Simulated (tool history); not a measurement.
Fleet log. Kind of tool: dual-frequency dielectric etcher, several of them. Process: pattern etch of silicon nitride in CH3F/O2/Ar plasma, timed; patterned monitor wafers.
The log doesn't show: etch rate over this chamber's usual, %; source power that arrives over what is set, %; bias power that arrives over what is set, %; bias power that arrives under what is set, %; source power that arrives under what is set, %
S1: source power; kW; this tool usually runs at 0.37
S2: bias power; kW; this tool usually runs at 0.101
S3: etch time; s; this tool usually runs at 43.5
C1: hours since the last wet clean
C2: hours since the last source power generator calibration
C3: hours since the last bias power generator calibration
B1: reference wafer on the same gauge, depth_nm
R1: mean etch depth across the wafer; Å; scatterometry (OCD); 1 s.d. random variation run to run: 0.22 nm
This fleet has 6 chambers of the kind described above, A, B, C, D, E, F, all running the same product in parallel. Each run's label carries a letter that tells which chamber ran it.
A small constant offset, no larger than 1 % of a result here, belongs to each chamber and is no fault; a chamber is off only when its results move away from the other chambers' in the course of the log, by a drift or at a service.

{"hour": 4.3, "done": "chamber C: wet clean of the chamber"}
{"run": "1C", "hour": 10.2, "S1": 0.37, "S2": 0.101, "S3": 43.5, "C1": 5.9, "C2": 151.1, "C3": 2058.4, "B1": 35.374, "R1": 333.22}
{"run": "2A", "hour": 20.8, "S1": 0.37, "S2": 0.101, "S3": 43.5, "C1": 343.1, "C2": 2987.7, "C3": 835.6, "B1": 35.416, "R1": 335.85}
{"run": "3E", "hour": 29.6, "S1": 0.37, "S2": 0.101, "S3": 43.5, "C1": 143.8, "C2": 1432.4, "C3": 234.9, "B1": 35.349, "R1": 331.22}
{"run": "4B", "hour": 44.1, "S1": 0.37, "S2": 0.101, "S3": 43.5, "C1": 74, "C2": 1287.8, "C3": 1481.6, "B1": 35.438, "R1": 330.15}
{"run": "5D", "hour": 54.3, "S1": 0.37, "S2": 0.123, "S3": 37.5, "C1": 576.1, "C2": 2387.1, "C3": 607.5, "B1": 35.428, "R1": 309.51}
{"hour": 60.6, "done": "chamber A: wet clean of the chamber"}
{"run": "6F", "hour": 61.9, "S1": 0.37, "S2": 0.123, "S3": 37.5, "C1": 454.7, "C2": 2801.5, "C3": 1107.5, "B1": 35.384, "R1": 310.59}
{"hour": 65.2, "done": "chamber F: source power generator calibrated"}
{"run": "7B", "hour": 72.3, "S1": 0.37, "S2": 0.123, "S3": 37.5, "C1": 102.2, "C2": 1316, "C3": 1509.8, "B1": 35.369, "R1": 305.09}
{"run": "8C", "hour": 85.2, "S1": 0.37, "S2": 0.123, "S3": 37.5, "C1": 80.9, "C2": 226.1, "C3": 2133.4, "B1": 35.341, "R1": 312.84}
{"run": "9E", "hour": 93.5, "S1": 0.37, "S2": 0.123, "S3": 37.5, "C1": 207.7, "C2": 1496.3, "C3": 298.8, "B1": 35.382, "R1": 310.15}
{"run": "10D", "hour": 100.4, "S1": 0.37, "S2": 0.123, "S3": 37.5, "C1": 622.2, "C2": 2433.2, "C3": 653.6, "B1": 35.388, "R1": 311.28}
{"run": "11A", "hour": 112.0, "S1": 0.37, "S2": 0.101, "S3": 43.5, "C1": 51.4, "C2": 3078.9, "C3": 926.8, "B1": 35.358, "R1": 333.39}
{"hour": 119.6, "done": "chamber F: wet clean of the chamber"}
{"run": "12F", "hour": 121.0, "S1": 0.37, "S2": 0.101, "S3": 43.5, "C1": 1.5, "C2": 55.9, "C3": 1166.6, "B1": 35.404, "R1": 339.13}
{"run": "13B", "hour": 132.8, "S1": 0.37, "S2": 0.101, "S3": 43.5, "C1": 162.7, "C2": 1376.5, "C3": 1570.3, "B1": 35.368, "R1": 328.04}
{"run": "14C", "hour": 144.6, "S1": 0.37, "S2": 0.101, "S3": 43.5, "C1": 140.3, "C2": 285.5, "C3": 2192.8, "B1": 35.445, "R1": 336.15}
{"run": "15A", "hour": 153.9, "S1": 0.37, "S2": 0.109, "S3": 43.5, "C1": 93.3, "C2": 3120.8, "C3": 968.7, "B1": 35.382, "R1": 342.86}
{"run": "16E", "hour": 166.4, "S1": 0.37, "S2": 0.109, "S3": 43.5, "C1": 280.6, "C2": 1569.2, "C3": 371.7, "B1": 35.43, "R1": 341.49}
{"run": "17D", "hour": 175.5, "S1": 0.37, "S2": 0.109, "S3": 43.5, "C1": 697.3, "C2": 2508.3, "C3": 728.7, "B1": 35.403, "R1": 340.27}
{"hour": 183.3, "done": "chamber D: wet clean of the chamber"}
{"run": "18F", "hour": 183.8, "S1": 0.37, "S2": 0.109, "S3": 43.5, "C1": 64.3, "C2": 118.7, "C3": 1229.4, "B1": 35.387, "R1": 346.4}
{"run": "19A", "hour": 194.7, "S1": 0.37, "S2": 0.109, "S3": 43.5, "C1": 134.1, "C2": 3161.6, "C3": 1009.5, "B1": 35.385, "R1": 344.52}
{"run": "20E", "hour": 204.4, "S1": 0.37, "S2": 0.109, "S3": 43.5, "C1": 318.6, "C2": 1607.2, "C3": 409.7, "B1": 35.434, "R1": 341.24}
{"hour": 213.0, "done": "chamber E: source power generator calibrated"}
{"run": "21F", "hour": 217.8, "S1": 0.37, "S2": 0.101, "S3": 43.5, "C1": 98.3, "C2": 152.7, "C3": 1263.4, "B1": 35.443, "R1": 336.21}
{"run": "22C", "hour": 226.2, "S1": 0.37, "S2": 0.101, "S3": 43.5, "C1": 221.9, "C2": 367.1, "C3": 2274.4, "B1": 35.365, "R1": 341.22}
{"run": "23B", "hour": 237.3, "S1": 0.37, "S2": 0.101, "S3": 43.5, "C1": 267.2, "C2": 1481, "C3": 1674.8, "B1": 35.426, "R1": 329.29}
{"run": "24D", "hour": 248.2, "S1": 0.37, "S2": 0.101, "S3": 43.5, "C1": 64.9, "C2": 2581, "C3": 801.4, "B1": 35.335, "R1": 333.33}
{"run": "25B", "hour": 259.2, "S1": 0.37, "S2": 0.101, "S3": 43.5, "C1": 289.1, "C2": 1502.9, "C3": 1696.7, "B1": 35.375, "R1": 332.48}
{"run": "26E", "hour": 274.1, "S1": 0.37, "S2": 0.101, "S3": 43.5, "C1": 388.3, "C2": 61.1, "C3": 479.4, "B1": 35.423, "R1": 333.93}
{"run": "27D", "hour": 282.5, "S1": 0.37, "S2": 0.101, "S3": 43.5, "C1": 99.2, "C2": 2615.3, "C3": 835.7, "B1": 35.388, "R1": 337.86}
{"hour": 290.1, "done": "chamber E: wet clean of the chamber"}
{"run": "28C", "hour": 290.9, "S1": 0.37, "S2": 0.101, "S3": 43.5, "C1": 286.6, "C2": 431.8, "C3": 2339.1, "B1": 35.454, "R1": 334.15}
{"run": "29F", "hour": 302.8, "S1": 0.44, "S2": 0.101, "S3": 43.5, "C1": 183.3, "C2": 237.7, "C3": 1348.4, "B1": 35.4, "R1": 357.9}
{"run": "30A", "hour": 313.2, "S1": 0.44, "S2": 0.101, "S3": 43.5, "C1": 252.6, "C2": 3280.1, "C3": 1128, "B1": 35.396, "R1": 353.62}
{"run": "31E", "hour": 319.8, "S1": 0.44, "S2": 0.101, "S3": 43.5, "C1": 29.8, "C2": 106.8, "C3": 525.1, "B1": 35.414, "R1": 354.83}
{"run": "32C", "hour": 331.4, "S1": 0.44, "S2": 0.101, "S3": 43.5, "C1": 327.1, "C2": 472.3, "C3": 2379.6, "B1": 35.385, "R1": 358.81}
{"run": "33B", "hour": 338.5, "S1": 0.44, "S2": 0.101, "S3": 43.5, "C1": 368.4, "C2": 1582.2, "C3": 1776, "B1": 35.408, "R1": 349.96}
{"run": "34D", "hour": 345.3, "S1": 0.44, "S2": 0.101, "S3": 43.5, "C1": 162, "C2": 2678.1, "C3": 898.5, "B1": 35.415, "R1": 357.9}
{"run": "35F", "hour": 358.8, "S1": 0.37, "S2": 0.101, "S3": 43.5, "C1": 239.3, "C2": 293.7, "C3": 1404.4, "B1": 35.379, "R1": 336.57}
{"run": "36A", "hour": 366.3, "S1": 0.37, "S2": 0.101, "S3": 43.5, "C1": 305.7, "C2": 3333.2, "C3": 1181.1, "B1": 35.423, "R1": 330.62}
{"run": "37A", "hour": 379.1, "S1": 0.37, "S2": 0.101, "S3": 43.5, "C1": 318.5, "C2": 3346, "C3": 1193.9, "B1": 35.429, "R1": 334.27}
{"run": "38B", "hour": 387.8, "S1": 0.37, "S2": 0.101, "S3": 43.5, "C1": 417.7, "C2": 1631.5, "C3": 1825.3, "B1": 35.415, "R1": 328.97}
{"run": "39C", "hour": 395.7, "S1": 0.37, "S2": 0.101, "S3": 47.5, "C1": 391.4, "C2": 536.6, "C3": 2443.9, "B1": 35.461, "R1": 363.11}
{"run": "40D", "hour": 404.1, "S1": 0.37, "S2": 0.101, "S3": 47.5, "C1": 220.8, "C2": 2736.9, "C3": 957.3, "B1": 35.345, "R1": 361.19}
{"hour": 405.6, "done": "chamber F: bias power generator calibrated"}
{"run": "41F", "hour": 417.5, "S1": 0.37, "S2": 0.101, "S3": 47.5, "C1": 298, "C2": 352.4, "C3": 11.9, "B1": 35.388, "R1": 369.05}
{"run": "42E", "hour": 430.7, "S1": 0.37, "S2": 0.101, "S3": 47.5, "C1": 140.7, "C2": 217.7, "C3": 636, "B1": 35.366, "R1": 364.57}
{"run": "43D", "hour": 444.8, "S1": 0.37, "S2": 0.101, "S3": 47.5, "C1": 261.5, "C2": 2777.6, "C3": 998, "B1": 35.44, "R1": 363.52}
{"run": "44E", "hour": 454.9, "S1": 0.37, "S2": 0.101, "S3": 47.5, "C1": 164.9, "C2": 241.9, "C3": 660.2, "B1": 35.381, "R1": 359.26}

What goes on in this fleet: one chamber off, a drifting gauge, or nothing beyond the chambers' own small offsets? Name the chamber and the cause, if any.

All chambers stay in line apart from their small fixed offsets, and the gauge does not drift.
